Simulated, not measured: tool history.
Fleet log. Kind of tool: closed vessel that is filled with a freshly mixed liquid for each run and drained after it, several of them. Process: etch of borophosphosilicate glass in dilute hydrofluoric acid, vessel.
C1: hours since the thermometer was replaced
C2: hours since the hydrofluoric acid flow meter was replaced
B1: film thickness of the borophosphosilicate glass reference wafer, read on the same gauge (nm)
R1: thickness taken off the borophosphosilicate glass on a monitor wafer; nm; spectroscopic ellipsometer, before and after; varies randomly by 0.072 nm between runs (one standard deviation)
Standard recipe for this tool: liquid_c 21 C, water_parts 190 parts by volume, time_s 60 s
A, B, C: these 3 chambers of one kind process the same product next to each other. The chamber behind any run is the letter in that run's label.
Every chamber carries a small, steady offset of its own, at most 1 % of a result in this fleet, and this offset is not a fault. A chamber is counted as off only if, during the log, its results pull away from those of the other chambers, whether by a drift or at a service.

run 1C hour=7.3 | liquid_c=21 water_parts=190 time_s=60 | C1=1214.4 C2=669.5 | B1=100.08 | R1=9.2848
run 2B hour=17.3 | liquid_c=21 water_parts=190 time_s=60 | C1=21.9 C2=205.3 | B1=99.991 | R1=9.2827
run 3A hour=24.4 | liquid_c=21 water_parts=190 time_s=60 | C1=648.3 C2=346.1 | B1=99.995 | R1=9.4006
run 4B hour=32.1 | liquid_c=21 water_parts=190 time_s=60 | C1=36.7 C2=220.1 | B1=100.01 | R1=9.2729
run 5C hour=41.7 | liquid_c=17 water_parts=190 time_s=60 | C1=1248.8 C2=703.9 | B1=99.967 | R1=7.8609
run 6A hour=56 | liquid_c=17 water_parts=190 time_s=60 | C1=679.9 C2=377.7 | B1=99.992 | R1=8.0163
run 7B hour=65 | liquid_c=17 water_parts=190 time_s=60 | C1=69.6 C2=253 | B1=99.999 | R1=7.841
run 8A hour=72.7 | liquid_c=21 water_parts=190 time_s=60 | C1=696.6 C2=394.4 | B1=100.04 | R1=9.3018
run 9C hour=86.4 | liquid_c=21 water_parts=190 time_s=60 | C1=1293.5 C2=748.6 | B1=99.969 | R1=9.2833
run 10B hour=94 | liquid_c=21 water_parts=190 time_s=60 | C1=98.6 C2=282 | B1=100.01 | R1=9.2023
run 11A hour=106.4 | liquid_c=21 water_parts=190 time_s=60 | C1=730.3 C2=428.1 | B1=100.03 | R1=9.2822
-- hour=112.7 chamber C: hydrofluoric acid flow meter replaced
run 12C hour=118.3 | liquid_c=21 water_parts=190 time_s=60 | C1=1325.4 C2=5.6 | B1=100.01 | R1=9.2902
run 13C hour=126.4 | liquid_c=21 water_parts=190 time_s=60 | C1=1333.5 C2=13.7 | B1=100.01 | R1=9.2042
run 14B hour=140.9 | liquid_c=21 water_parts=190 time_s=60 | C1=145.5 C2=328.9 | B1=99.96 | R1=9.2286
run 15A hour=154.6 | liquid_c=21 water_parts=190 time_s=60 | C1=778.5 C2=476.3 | B1=100 | R1=9.2839
run 16A hour=163.4 | liquid_c=21 water_parts=190 time_s=60 | C1=787.3 C2=485.1 | B1=100 | R1=9.4593
run 17C hour=174.8 | liquid_c=21 water_parts=190 time_s=60 | C1=1381.9 C2=62.1 | B1=99.99 | R1=9.3219
run 18B hour=183.1 | liquid_c=21 water_parts=190 time_s=60 | C1=187.7 C2=371.1 | B1=99.988 | R1=9.2856
run 19C hour=192.2 | liquid_c=21 water_parts=190 time_s=60 | C1=1399.3 C2=79.5 | B1=100 | R1=9.2543
run 20A hour=206 | liquid_c=21 water_parts=190 time_s=60 | C1=829.9 C2=527.7 | B1=100.01 | R1=9.3288
run 21B hour=222.5 | liquid_c=21 water_parts=190 time_s=60 | C1=227.1 C2=410.5 | B1=100 | R1=9.2968
run 22B hour=237.6 | liquid_c=21 water_parts=190 time_s=60 | C1=242.2 C2=425.6 | B1=99.996 | R1=9.3185
run 23C hour=246.8 | liquid_c=21 water_parts=190 time_s=60 | C1=1453.9 C2=134.1 | B1=99.98 | R1=9.3981
run 24A hour=255.5 | liquid_c=21 water_parts=190 time_s=40 | C1=879.4 C2=577.2 | B1=100.01 | R1=6.3183
run 25B hour=269.6 | liquid_c=21 water_parts=190 time_s=40 | C1=274.2 C2=457.6 | B1=100.02 | R1=6.1411
run 26C hour=279.4 | liquid_c=21 water_parts=190 time_s=40 | C1=1486.5 C2=166.7 | B1=99.986 | R1=6.2386
run 27A hour=290.2 | liquid_c=21 water_parts=190 time_s=60 | C1=914.1 C2=611.9 | B1=100.03 | R1=9.7329
run 28C hour=306.5 | liquid_c=21 water_parts=245 time_s=90 | C1=1513.6 C2=193.8 | B1=100.02 | R1=10.211
run 29A hour=318.6 | liquid_c=21 water_parts=245 time_s=90 | C1=942.5 C2=640.3 | B1=99.96 | R1=10.752
run 30B hour=332.2 | liquid_c=21 water_parts=245 time_s=90 | C1=336.8 C2=520.2 | B1=99.988 | R1=10.245
run 31B hour=348.5 | liquid_c=21 water_parts=100 time_s=60 | C1=353.1 C2=536.5 | B1=100.03 | R1=19.795
run 32C hour=356.5 | liquid_c=21 water_parts=100 time_s=60 | C1=1563.6 C2=243.8 | B1=99.966 | R1=19.531
run 33A hour=364.7 | liquid_c=21 water_parts=100 time_s=60 | C1=988.6 C2=686.4 | B1=99.988 | R1=20.568
run 34B hour=375.2 | liquid_c=21 water_parts=190 time_s=60 | C1=379.8 C2=563.2 | B1=99.986 | R1=9.2811
run 35A hour=388.4 | liquid_c=21 water_parts=190 time_s=60 | C1=1012.3 C2=710.1 | B1=100.01 | R1=9.7435
run 36C hour=403.6 | liquid_c=21 water_parts=190 time_s=60 | C1=1610.7 C2=290.9 | B1=99.981 | R1=9.3645
run 37A hour=412.6 | liquid_c=21 water_parts=190 time_s=60 | C1=1036.5 C2=734.3 | B1=99.996 | R1=9.7796
run 38B hour=419.9 | liquid_c=21 water_parts=190 time_s=60 | C1=424.5 C2=607.9 | B1=100.03 | R1=9.2878

All 3 chambers run these settings next. Forecast each chamber's results:
run 39A hour=431.8 | liquid_c=18.5 water_parts=190 time_s=60 | R1=?
run 39B hour=431.8 | liquid_c=18.5 water_parts=190 time_s=60 | R1=?
run 39C hour=431.8 | liquid_c=18.5 water_parts=190 time_s=60 | R1=?

run=39A R1=8.946
run=39B R1=8.4401
run=39C R1=8.4298

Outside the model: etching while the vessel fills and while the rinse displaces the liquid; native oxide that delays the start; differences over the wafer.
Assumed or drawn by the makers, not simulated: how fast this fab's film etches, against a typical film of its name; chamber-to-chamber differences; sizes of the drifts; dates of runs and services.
